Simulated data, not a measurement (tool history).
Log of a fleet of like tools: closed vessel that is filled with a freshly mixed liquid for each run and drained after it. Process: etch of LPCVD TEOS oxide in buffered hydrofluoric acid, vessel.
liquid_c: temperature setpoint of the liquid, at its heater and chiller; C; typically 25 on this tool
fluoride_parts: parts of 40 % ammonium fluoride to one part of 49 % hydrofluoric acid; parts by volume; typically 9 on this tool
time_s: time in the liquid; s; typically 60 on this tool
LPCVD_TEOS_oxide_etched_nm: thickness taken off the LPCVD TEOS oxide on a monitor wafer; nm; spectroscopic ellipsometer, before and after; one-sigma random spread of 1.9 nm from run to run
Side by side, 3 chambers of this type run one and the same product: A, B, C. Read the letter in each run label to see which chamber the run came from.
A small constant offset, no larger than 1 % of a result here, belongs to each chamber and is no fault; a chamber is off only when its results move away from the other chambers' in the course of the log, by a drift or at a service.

run	day	liquid_c	fluoride_parts	time_s	read-back film thickness of the LPCVD TEOS oxide reference wafer, read on the same gauge (nm)	LPCVD_TEOS_oxide_etched_nm
1B	0.138	25	9	60	100.01	244.83
2A	0.246	25	9	60	100.01	242.88
3C	0.338	25	9	60	99.986	244.46
4B	0.496	25	9	60	100.01	241.03
5A	0.625	25	9	60	99.997	240.32
6C	0.788	25	9	60	99.985	247.28
7B	0.875	25	9	60	100.01	246.76
8C	1.05	25	9	60	99.999	243.08
9A	1.208	25	9	60	100	240.95
10A	1.292	25	9	60	100.01	239.92
11C	1.417	25	9	60	100	244.98
12B	1.579	25	9	60	99.989	245.67
13A	1.746	25	9	60	100.01	239.84
14B	1.929	25	9	60	100.03	245.73
15C	2.05	25	9	60	99.987	244.78
16B	2.242	25	9	60	99.995	243.15
17C	2.362	25	9	60	99.988	241.73
18A	2.554	25	9	60	100.01	229.25
19A	2.7	25	9	60	100.02	227.78
20B	2.888	25	9	60	100.01	241.54
21C	2.988	23	9	45	99.992	167.3
22C	3.125	23	9	45	100	163.61
23B	3.229	23	9	45	100.02	162.7

Which is it: a chamber that has drifted or been left off by a service, a gauge drift common to all chambers, or only each chamber's usual small offset? If a chamber is off, name it and its likeliest cause.

It is chamber A that slowly wanders off from its peers.
Most likely cause: liquid colder than its thermometer reads (K) = 1.49.
The log may not tell that from: hydrofluoric acid flow below the setpoint (%).

Chamber A could run next with any of the 4 candidate recipes listed below; each alters the usual settings, and their results appear as question marks. Which one brings its results back in line with what the other chambers deliver on the usual settings?
Allowed miss from the other chambers' usual-settings mean, per result, to count as in line: LPCVD_TEOS_oxide_etched_nm 6.7 nm
24A-1	3.367	25	9	55		?
24A-2	3.367	25.5	8.5	60		?
24A-3	3.367	28	9	60		?
24A-4	3.367	25	11	60		?

Other chambers, usual settings, mean: LPCVD_TEOS_oxide_etched_nm 244.16 nm
run	LPCVD_TEOS_oxide_etched_nm
24A-1	205.75
24A-2	245.08
24A-3	263.33
24A-4	191.92
24A-2 brings the chamber back in line.
